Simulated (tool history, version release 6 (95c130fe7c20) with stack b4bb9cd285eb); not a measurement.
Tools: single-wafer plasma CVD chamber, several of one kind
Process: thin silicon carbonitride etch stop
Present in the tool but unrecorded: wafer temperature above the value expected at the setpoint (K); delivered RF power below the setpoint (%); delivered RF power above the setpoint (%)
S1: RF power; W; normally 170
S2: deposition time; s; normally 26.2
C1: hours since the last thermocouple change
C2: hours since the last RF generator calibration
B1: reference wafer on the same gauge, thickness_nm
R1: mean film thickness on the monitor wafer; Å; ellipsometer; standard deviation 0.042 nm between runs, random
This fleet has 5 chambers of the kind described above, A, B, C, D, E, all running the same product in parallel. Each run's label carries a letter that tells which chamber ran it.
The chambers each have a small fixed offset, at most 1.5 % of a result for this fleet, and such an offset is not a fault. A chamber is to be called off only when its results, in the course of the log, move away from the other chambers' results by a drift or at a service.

Run 1A, hour 4.2: usual settings; C1 649.1; C2 1070.2; B1 15.114. Result: R1 143.79 Å.
Run 2B, hour 6.8: usual settings; C1 668.2; C2 2105.8; B1 15.106. Result: R1 142.94 Å.
Run 3D, hour 11.3: usual settings; C1 906.2; C2 228.8; B1 15.092. Result: R1 142.06 Å.
Run 4C, hour 15.4: usual settings; C1 517.6; C2 613.9; B1 15.101. Result: R1 140.65 Å.
Run 5E, hour 20.0: usual settings; C1 804.2; C2 278.8; B1 15.098. Result: R1 140.91 Å.
Run 6C, hour 23.5: usual settings; C1 525.7; C2 622.0; B1 15.114. Result: R1 140.72 Å.
Run 7D, hour 27.2: usual settings; C1 922.1; C2 244.7; B1 15.109. Result: R1 142.07 Å.
Run 8B, hour 30.4: usual settings but S1 145 W; C1 691.8; C2 2129.4; B1 15.106. Result: R1 135.68 Å.
Run 9A, hour 33.0: usual settings but S1 145 W; C1 677.9; C2 1099.0; B1 15.107. Result: R1 136.07 Å.
Run 10E, hour 37.7: usual settings but S1 145 W; C1 821.9; C2 296.5; B1 15.097. Result: R1 135.08 Å.
Run 11A, hour 41.3: usual settings but S1 145 W; C1 686.2; C2 1107.3; B1 15.101. Result: R1 136.88 Å.
Run 12E, hour 45.6: usual settings but S1 145 W; C1 829.8; C2 304.4; B1 15.106. Result: R1 135.02 Å.
Run 13B, hour 48.6: usual settings; C1 710.0; C2 2147.6; B1 15.105. Result: R1 142.50 Å.
Run 14C, hour 52.0: usual settings; C1 554.2; C2 650.5; B1 15.091. Result: R1 140.14 Å.
Run 15D, hour 55.1: usual settings but S1 160 W, S2 22.7 s; C1 950.0; C2 272.6; B1 15.104. Result: R1 120.76 Å.
Run 16B, hour 57.5: usual settings but S1 160 W, S2 22.7 s; C1 718.9; C2 2156.5; B1 15.103. Result: R1 120.84 Å.
Run 17D, hour 60.0: usual settings but S1 160 W, S2 22.7 s; C1 954.9; C2 277.5; B1 15.093. Result: R1 120.73 Å.
Run 18E, hour 62.8: usual settings but S1 160 W, S2 22.7 s; C1 847.0; C2 321.6; B1 15.102. Result: R1 120.66 Å.
Run 19A, hour 67.4: usual settings but S1 160 W, S2 22.7 s; C1 712.3; C2 1133.4; B1 15.091. Result: R1 121.77 Å.
Run 20C, hour 71.8: usual settings; C1 574.0; C2 670.3; B1 15.099. Result: R1 141.03 Å.
Run 21A, hour 76.3: usual settings; C1 721.2; C2 1142.3; B1 15.092. Result: R1 144.29 Å.
Run 22D, hour 79.8: usual settings; C1 974.7; C2 297.3; B1 15.109. Result: R1 142.20 Å.
Run 23C, hour 84.5: usual settings; C1 586.7; C2 683.0; B1 15.115. Result: R1 141.10 Å.
Run 24E, hour 89.1: usual settings; C1 873.3; C2 347.9; B1 15.098. Result: R1 141.78 Å.
Run 25B, hour 93.4: usual settings; C1 754.8; C2 2192.4; B1 15.103. Result: R1 142.91 Å.
Run 26B, hour 96.2: usual settings; C1 757.6; C2 2195.2; B1 15.091. Result: R1 141.93 Å.
Run 27C, hour 100.5: usual settings; C1 602.7; C2 699.0; B1 15.087. Result: R1 140.13 Å.
Run 28D, hour 105.3: usual settings but S1 150 W; C1 1000.2; C2 322.8; B1 15.100. Result: R1 136.88 Å.
Run 29A, hour 110.0: usual settings but S1 150 W; C1 754.9; C2 1176.0; B1 15.104. Result: R1 138.79 Å.
Run 30E, hour 114.3: usual settings but S1 150 W; C1 898.5; C2 373.1; B1 15.103. Result: R1 136.22 Å.
Run 31E, hour 118.4: usual settings but S1 150 W; C1 902.6; C2 377.2; B1 15.096. Result: R1 136.74 Å.
Run 32B, hour 121.5: usual settings but S1 150 W; C1 782.9; C2 2220.5; B1 15.098. Result: R1 136.62 Å.
Run 33C, hour 126.4: usual settings; C1 628.6; C2 724.9; B1 15.105. Result: R1 139.24 Å.
Run 34D, hour 129.3: usual settings; C1 1024.2; C2 346.8; B1 15.102. Result: R1 142.61 Å.
Run 35A, hour 133.9: usual settings; C1 778.8; C2 1199.9; B1 15.094. Result: R1 144.11 Å.
Run 36D, hour 138.6: usual settings; C1 1033.5; C2 356.1; B1 15.096. Result: R1 141.88 Å.
Run 37C, hour 142.1: usual settings but S2 24.0 s; C1 644.3; C2 740.6; B1 15.090. Result: R1 126.92 Å.
Run 38E, hour 146.9: usual settings but S2 24.0 s; C1 931.1; C2 405.7; B1 15.097. Result: R1 129.99 Å.
Run 39B, hour 150.6: usual settings but S2 24.0 s; C1 812.0; C2 2249.6; B1 15.106. Result: R1 130.28 Å.
Run 40A, hour 153.1: usual settings but S2 24.0 s; C1 798.0; C2 1219.1; B1 15.098. Result: R1 131.30 Å.
Run 41D, hour 155.8: usual settings but S2 24.0 s; C1 1050.7; C2 373.3; B1 15.090. Result: R1 130.63 Å.

All chambers now run identical settings, listed one chamber a line with results as question marks. What results will each chamber show?
Run 42A, hour 159.3: usual settings. Result: R1 ?.
Run 42B, hour 159.3: usual settings. Result: R1 ?.
Run 42C, hour 159.3: usual settings. Result: R1 ?.
Run 42D, hour 159.3: usual settings. Result: R1 ?.
Run 42E, hour 159.3: usual settings. Result: R1 ?.

run      R1
42A  143.75
42B  142.48
42C  138.02
42D  142.91
42E  141.81

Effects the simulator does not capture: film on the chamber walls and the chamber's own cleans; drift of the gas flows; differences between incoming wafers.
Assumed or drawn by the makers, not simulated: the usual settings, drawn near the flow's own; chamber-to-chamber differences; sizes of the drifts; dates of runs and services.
